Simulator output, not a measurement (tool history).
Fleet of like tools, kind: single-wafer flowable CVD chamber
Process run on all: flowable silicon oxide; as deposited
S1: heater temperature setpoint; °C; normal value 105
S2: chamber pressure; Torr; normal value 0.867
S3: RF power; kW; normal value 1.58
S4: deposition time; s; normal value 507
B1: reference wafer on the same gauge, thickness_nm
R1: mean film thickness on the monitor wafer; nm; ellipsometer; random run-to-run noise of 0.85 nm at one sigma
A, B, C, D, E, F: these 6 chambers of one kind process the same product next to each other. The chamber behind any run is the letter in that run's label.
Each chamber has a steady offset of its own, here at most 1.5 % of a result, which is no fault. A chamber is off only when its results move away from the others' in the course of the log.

| run | hour | S1 | S2 | S3 | S4 | B1 | R1 |
|---|---|---|---|---|---|---|---|
| 1D | 10 | 105 | 0.867 | 1.58 | 507 | 311.83 | 277.01 |
| 2E | 19.1 | 105 | 0.867 | 1.58 | 507 | 311.81 | 267.93 |
|  | 28.7 | chamber E: thermocouple changed; heater temperature recalibrated |
| 3F | 30.2 | 105 | 0.867 | 1.58 | 507 | 311.94 | 274.47 |
| 4A | 42 | 105 | 0.867 | 1.58 | 507 | 311.91 | 276.39 |
| 5B | 51.1 | 105 | 0.867 | 1.58 | 507 | 311.97 | 273.42 |
|  | 57.1 | chamber F: RF generator calibrated |
| 6C | 60.6 | 105 | 0.867 | 1.58 | 507 | 311.91 | 271.15 |
| 7F | 72.6 | 105 | 0.867 | 1.58 | 507 | 311.88 | 274.7 |
| 8E | 79.1 | 105 | 0.867 | 1.58 | 507 | 312.28 | 268.73 |
| 9B | 85.6 | 105 | 0.867 | 1.58 | 507 | 311.93 | 273.38 |
| 10D | 97.2 | 112 | 0.732 | 1.58 | 507 | 311.72 | 174.99 |
| 11A | 107.1 | 112 | 0.732 | 1.58 | 507 | 311.85 | 174.58 |
| 12C | 114.1 | 112 | 0.732 | 1.58 | 507 | 312.03 | 173.01 |
| 13B | 123 | 112 | 0.732 | 1.58 | 507 | 311.99 | 173.97 |
| 14F | 130.3 | 112 | 0.732 | 1.58 | 507 | 311.81 | 176.29 |
| 15E | 136.8 | 112 | 0.732 | 1.58 | 507 | 312 | 172.51 |
| 16A | 147.3 | 95 | 0.867 | 1.425 | 507 | 311.78 | 370.18 |
| 17C | 155.9 | 95 | 0.867 | 1.425 | 507 | 312 | 364.82 |
| 18D | 169.2 | 95 | 0.867 | 1.425 | 507 | 312 | 371.69 |
| 19C | 175.6 | 95 | 0.867 | 1.425 | 507 | 311.93 | 364.03 |
| 20B | 182 | 95 | 0.867 | 1.425 | 507 | 311.95 | 364.83 |
| 21A | 190.9 | 95 | 0.867 | 1.425 | 507 | 312.07 | 368.19 |
| 22D | 200.2 | 105 | 0.867 | 1.82 | 590 | 311.99 | 331.31 |
|  | 206 | chamber A: thermocouple changed; heater temperature recalibrated |
| 23F | 209.9 | 105 | 0.867 | 1.82 | 590 | 312.11 | 330.8 |
| 24E | 222.9 | 105 | 0.867 | 1.82 | 590 | 312.17 | 325.5 |
| 25A | 230 | 105 | 0.867 | 1.82 | 590 | 312.07 | 318.67 |
| 26B | 242.1 | 105 | 0.867 | 1.82 | 590 | 312.05 | 330.11 |
|  | 242.5 | chamber C: capacitance manometer re-zeroed and calibrated |
| 27F | 253.3 | 105 | 0.867 | 1.82 | 590 | 312.21 | 330.68 |
| 28D | 259.6 | 105 | 0.867 | 1.58 | 507 | 312.21 | 276.59 |
| 29C | 267.5 | 105 | 0.867 | 1.58 | 507 | 311.92 | 271.5 |
| 30E | 274.7 | 105 | 0.867 | 1.58 | 507 | 312.21 | 268.81 |
| 31B | 281.1 | 105 | 0.867 | 1.58 | 507 | 311.94 | 272.35 |
| 32F | 294.1 | 105 | 0.867 | 1.58 | 507 | 311.98 | 275 |
|  | 301.8 | chamber B: RF generator calibrated |
| 33C | 302.2 | 105 | 0.867 | 1.58 | 507 | 311.94 | 269.64 |
| 34A | 311.5 | 105 | 0.867 | 1.58 | 507 | 312.08 | 263.58 |
| 35E | 319.9 | 105 | 0.867 | 1.58 | 507 | 312.15 | 268.04 |
| 36D | 327.8 | 105 | 0.867 | 1.58 | 507 | 312.02 | 273.84 |
| 37C | 334.3 | 105 | 0.867 | 1.58 | 507 | 312.02 | 272.05 |
| 38D | 342 | 105 | 0.867 | 1.58 | 507 | 312.15 | 273.79 |
|  | 345.7 | chamber A: RF generator calibrated |
| 39A | 349.9 | 105 | 0.867 | 1.58 | 507 | 312.02 | 264.07 |
| 40E | 360.7 | 105 | 0.867 | 1.58 | 507 | 311.93 | 269.9 |
| 41B | 368.5 | 105 | 0.867 | 1.58 | 507 | 311.95 | 271.21 |

Next, every chamber runs the same settings. What will each give?
| 42A | 378.2 | 95 | 0.867 | 1.58 | 507 |  | ? |
| 42B | 378.2 | 95 | 0.867 | 1.58 | 507 |  | ? |
| 42C | 378.2 | 95 | 0.867 | 1.58 | 507 |  | ? |
| 42D | 378.2 | 95 | 0.867 | 1.58 | 507 |  | ? |
| 42E | 378.2 | 95 | 0.867 | 1.58 | 507 |  | ? |
| 42F | 378.2 | 95 | 0.867 | 1.58 | 507 |  | ? |

| run | R1 |
|---|---|
| 42A | 369.2 |
| 42B | 377.76 |
| 42C | 376.14 |
| 42D | 385.69 |
| 42E | 372.91 |
| 42F | 381.75 |
